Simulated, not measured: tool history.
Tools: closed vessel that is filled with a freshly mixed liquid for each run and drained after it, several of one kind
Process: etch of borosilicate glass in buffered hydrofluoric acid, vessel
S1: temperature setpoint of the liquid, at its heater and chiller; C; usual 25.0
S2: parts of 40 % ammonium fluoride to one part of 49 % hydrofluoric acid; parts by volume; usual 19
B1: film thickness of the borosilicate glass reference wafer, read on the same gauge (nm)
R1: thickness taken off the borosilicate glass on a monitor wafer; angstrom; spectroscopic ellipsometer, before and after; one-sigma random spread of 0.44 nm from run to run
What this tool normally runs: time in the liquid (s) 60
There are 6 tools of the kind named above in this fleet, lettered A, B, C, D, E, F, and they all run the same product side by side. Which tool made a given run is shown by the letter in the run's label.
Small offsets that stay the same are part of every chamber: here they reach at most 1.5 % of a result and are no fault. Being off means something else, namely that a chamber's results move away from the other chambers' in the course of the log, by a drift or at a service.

Run 1E, hour 9.8: usual settings; B1 109.99. Result: R1 445.11 angstrom.
Run 2D, hour 16.0: usual settings; B1 110.01. Result: R1 436.38 angstrom.
Run 3A, hour 22.1: usual settings; B1 109.99. Result: R1 446.88 angstrom.
Run 4C, hour 31.7: usual settings; B1 109.98. Result: R1 440.66 angstrom.
Run 5B, hour 40.8: usual settings but S1 28.5 C, S2 22 parts by volume; B1 109.98. Result: R1 483.78 angstrom.
Run 6F, hour 48.4: usual settings but S1 28.5 C, S2 22 parts by volume; B1 109.99. Result: R1 482.63 angstrom.
Run 7F, hour 53.7: usual settings but S1 28.5 C, S2 22 parts by volume; B1 110.01. Result: R1 472.58 angstrom.
Run 8C, hour 64.3: usual settings but S1 28.5 C, S2 22 parts by volume; B1 110.01. Result: R1 480.20 angstrom.
Run 9A, hour 70.0: usual settings but S1 28.5 C, S2 22 parts by volume; B1 110.01. Result: R1 480.82 angstrom.
Run 10D, hour 74.7: usual settings but S1 28.5 C, S2 22 parts by volume; B1 109.98. Result: R1 471.27 angstrom.
Run 11B, hour 80.6: usual settings; B1 110.01. Result: R1 456.54 angstrom.
Run 12E, hour 87.6: usual settings; B1 110.00. Result: R1 451.13 angstrom.
Run 13D, hour 94.9: usual settings; B1 110.00. Result: R1 446.72 angstrom.
Run 14E, hour 101.5: usual settings but S1 22.5 C, time in the liquid (s) 35; B1 109.99. Result: R1 223.09 angstrom.
Run 15F, hour 108.7: usual settings but S1 22.5 C, time in the liquid (s) 35; B1 109.99. Result: R1 225.56 angstrom.
Run 16C, hour 116.4: usual settings but S1 22.5 C, time in the liquid (s) 35; B1 110.00. Result: R1 228.34 angstrom.
At hour 118.9: chamber F: hydrofluoric acid flow meter replaced.
Run 17B, hour 124.4: usual settings but S1 22.5 C, time in the liquid (s) 35; B1 110.05. Result: R1 226.09 angstrom.
Run 18A, hour 132.2: usual settings but S1 22.5 C, time in the liquid (s) 35; B1 109.99. Result: R1 228.53 angstrom.
Run 19E, hour 137.4: usual settings but S1 22.5 C, time in the liquid (s) 35; B1 110.01. Result: R1 225.16 angstrom.
Run 20C, hour 147.6: usual settings but S1 22.5 C; B1 110.01. Result: R1 389.70 angstrom.
Run 21A, hour 158.0: usual settings but S1 22.5 C; B1 109.97. Result: R1 395.03 angstrom.
Run 22B, hour 166.5: usual settings but S1 22.5 C; B1 109.97. Result: R1 392.08 angstrom.
Run 23D, hour 175.6: usual settings but S1 22.5 C; B1 109.97. Result: R1 397.21 angstrom.
Run 24F, hour 185.7: usual settings but S1 22.5 C; B1 110.01. Result: R1 379.43 angstrom.
Run 25B, hour 191.9: usual settings but S1 22.5 C; B1 110.00. Result: R1 391.15 angstrom.
Run 26F, hour 202.4: usual settings; B1 110.02. Result: R1 438.54 angstrom.
Run 27A, hour 210.4: usual settings; B1 109.99. Result: R1 445.64 angstrom.
Run 28D, hour 220.9: usual settings; B1 110.01. Result: R1 457.78 angstrom.
Run 29E, hour 229.3: usual settings but S1 22.5 C, S2 16 parts by volume; B1 110.02. Result: R1 459.95 angstrom.
Run 30C, hour 237.4: usual settings but S1 22.5 C, S2 16 parts by volume; B1 110.01. Result: R1 463.92 angstrom.
Run 31A, hour 243.8: usual settings but S1 22.5 C, S2 16 parts by volume; B1 109.98. Result: R1 455.52 angstrom.
Run 32B, hour 250.2: usual settings but S1 22.5 C, S2 16 parts by volume; B1 110.01. Result: R1 468.82 angstrom.
Run 33D, hour 260.6: usual settings but S1 22.5 C, S2 16 parts by volume; B1 109.98. Result: R1 493.27 angstrom.
Run 34E, hour 271.1: usual settings but S1 22.5 C, S2 16 parts by volume; B1 110.01. Result: R1 455.74 angstrom.
Run 35C, hour 278.4: usual settings; B1 109.99. Result: R1 458.65 angstrom.
Run 36F, hour 287.1: usual settings; B1 109.96. Result: R1 440.40 angstrom.
Run 37B, hour 295.6: usual settings but S1 22.5 C, time in the liquid (s) 40; B1 110.00. Result: R1 264.54 angstrom.
Run 38A, hour 303.2: usual settings but S1 22.5 C, time in the liquid (s) 40; B1 109.99. Result: R1 259.69 angstrom.
Run 39E, hour 310.4: usual settings but S1 22.5 C, time in the liquid (s) 40; B1 110.02. Result: R1 257.88 angstrom.
Run 40F, hour 320.4: usual settings but S1 22.5 C, time in the liquid (s) 40; B1 110.04. Result: R1 254.91 angstrom.

Each of the 6 chambers runs these same settings next. Fill in every chamber's results:
Run 41A, hour 328.2: usual settings but S1 29.5 C. Result: R1 ?.
Run 41B, hour 328.2: usual settings but S1 29.5 C. Result: R1 ?.
Run 41C, hour 328.2: usual settings but S1 29.5 C. Result: R1 ?.
Run 41D, hour 328.2: usual settings but S1 29.5 C. Result: R1 ?.
Run 41E, hour 328.2: usual settings but S1 29.5 C. Result: R1 ?.
Run 41F, hour 328.2: usual settings but S1 29.5 C. Result: R1 ?.

run      R1
41A  572.09
41B  569.53
41C  566.37
41D  621.66
41E  560.92
41F  559.40
